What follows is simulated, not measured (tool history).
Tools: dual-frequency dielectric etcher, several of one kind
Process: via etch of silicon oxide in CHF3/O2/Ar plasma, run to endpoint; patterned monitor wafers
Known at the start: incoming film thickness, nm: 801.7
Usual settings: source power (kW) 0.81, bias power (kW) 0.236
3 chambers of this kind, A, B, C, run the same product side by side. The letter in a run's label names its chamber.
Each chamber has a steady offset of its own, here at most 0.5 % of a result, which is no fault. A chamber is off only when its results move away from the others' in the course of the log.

{"run": "1A", "hour": 5.3, "source power (kW)": 0.81, "bias power (kW)": 0.236, "endpoint time (s)": 331.48}
{"run": "2C", "hour": 9.5, "source power (kW)": 0.81, "bias power (kW)": 0.236, "endpoint time (s)": 331.38}
{"run": "3B", "hour": 13.6, "source power (kW)": 0.81, "bias power (kW)": 0.236, "endpoint time (s)": 329.91}
{"run": "4A", "hour": 16.6, "source power (kW)": 0.81, "bias power (kW)": 0.236, "endpoint time (s)": 331.71}
{"run": "5C", "hour": 19.5, "source power (kW)": 0.81, "bias power (kW)": 0.236, "endpoint time (s)": 335.21}
{"run": "6B", "hour": 22.5, "source power (kW)": 0.81, "bias power (kW)": 0.236, "endpoint time (s)": 329.41}
{"run": "7C", "hour": 26.7, "source power (kW)": 0.81, "bias power (kW)": 0.236, "endpoint time (s)": 332.23}
{"run": "8B", "hour": 30.9, "source power (kW)": 0.81, "bias power (kW)": 0.236, "endpoint time (s)": 326.95}
{"run": "9A", "hour": 34.0, "source power (kW)": 0.81, "bias power (kW)": 0.236, "endpoint time (s)": 330.08}
{"run": "10C", "hour": 37.3, "source power (kW)": 0.81, "bias power (kW)": 0.236, "endpoint time (s)": 332.22}
{"run": "11B", "hour": 40.1, "source power (kW)": 0.95, "bias power (kW)": 0.236, "endpoint time (s)": 308.27}
{"run": "12A", "hour": 44.4, "source power (kW)": 0.95, "bias power (kW)": 0.236, "endpoint time (s)": 311.87}
{"run": "13B", "hour": 49.4, "source power (kW)": 0.95, "bias power (kW)": 0.236, "endpoint time (s)": 309.06}
{"run": "14C", "hour": 54.7, "source power (kW)": 0.81, "bias power (kW)": 0.236, "endpoint time (s)": 334.5}
{"run": "15A", "hour": 59.7, "source power (kW)": 0.81, "bias power (kW)": 0.236, "endpoint time (s)": 324.23}
{"run": "16A", "hour": 63.9, "source power (kW)": 0.81, "bias power (kW)": 0.236, "endpoint time (s)": 326.32}
{"run": "17B", "hour": 68.7, "source power (kW)": 0.81, "bias power (kW)": 0.236, "endpoint time (s)": 329.88}
{"run": "18C", "hour": 74.6, "source power (kW)": 0.81, "bias power (kW)": 0.236, "endpoint time (s)": 333.78}
{"run": "19C", "hour": 79.4, "source power (kW)": 0.74, "bias power (kW)": 0.203, "endpoint time (s)": 362.84}
{"run": "20B", "hour": 82.8, "source power (kW)": 0.74, "bias power (kW)": 0.203, "endpoint time (s)": 356.66}
{"run": "21A", "hour": 87.7, "source power (kW)": 0.74, "bias power (kW)": 0.203, "endpoint time (s)": 349.89}
{"run": "22A", "hour": 90.5, "source power (kW)": 0.81, "bias power (kW)": 0.236, "endpoint time (s)": 323.65}
{"run": "23B", "hour": 96.5, "source power (kW)": 0.81, "bias power (kW)": 0.236, "endpoint time (s)": 329.59}
{"run": "24C", "hour": 100.4, "source power (kW)": 0.81, "bias power (kW)": 0.236, "endpoint time (s)": 332.23}
{"run": "25C", "hour": 105.3, "source power (kW)": 0.9, "bias power (kW)": 0.217, "endpoint time (s)": 325.67}
{"run": "26B", "hour": 109.3, "source power (kW)": 0.9, "bias power (kW)": 0.217, "endpoint time (s)": 326.59}
{"run": "27A", "hour": 114.8, "source power (kW)": 0.9, "bias power (kW)": 0.217, "endpoint time (s)": 313.49}

What goes on in this fleet: one chamber off, a drifting gauge, or nothing beyond the chambers' own small offsets? Name the chamber and the cause, if any.

Chamber A drifts away from the others.
Cause: etch rate over this chamber's usual, % = 4.51.

Here are 4 candidates for chamber A's next run, each the usual settings with a change, their results left as question marks. Which one brings its results back in line with what the others give on the usual settings?
In line means no further than this from the other chambers' mean on the usual settings: endpoint time (s) 4.6
{"run": "28A-1", "hour": 119.0, "source power (kW)": 0.86, "bias power (kW)": 0.25, "endpoint time (s)": "?"}
{"run": "28A-2", "hour": 119.0, "source power (kW)": 0.93, "bias power (kW)": 0.268, "endpoint time (s)": "?"}
{"run": "28A-3", "hour": 119.0, "source power (kW)": 0.71, "bias power (kW)": 0.208, "endpoint time (s)": "?"}
{"run": "28A-4", "hour": 119.0, "source power (kW)": 0.76, "bias power (kW)": 0.222, "endpoint time (s)": "?"}

The other chambers' mean on the usual settings: endpoint time (s) 330.75
run=28A-1 endpoint_time_(s)=302.68
run=28A-2 endpoint_time_(s)=286.8
run=28A-3 endpoint_time_(s)=346.85
run=28A-4 endpoint_time_(s)=330.52
28A-4 brings the chamber back in line.

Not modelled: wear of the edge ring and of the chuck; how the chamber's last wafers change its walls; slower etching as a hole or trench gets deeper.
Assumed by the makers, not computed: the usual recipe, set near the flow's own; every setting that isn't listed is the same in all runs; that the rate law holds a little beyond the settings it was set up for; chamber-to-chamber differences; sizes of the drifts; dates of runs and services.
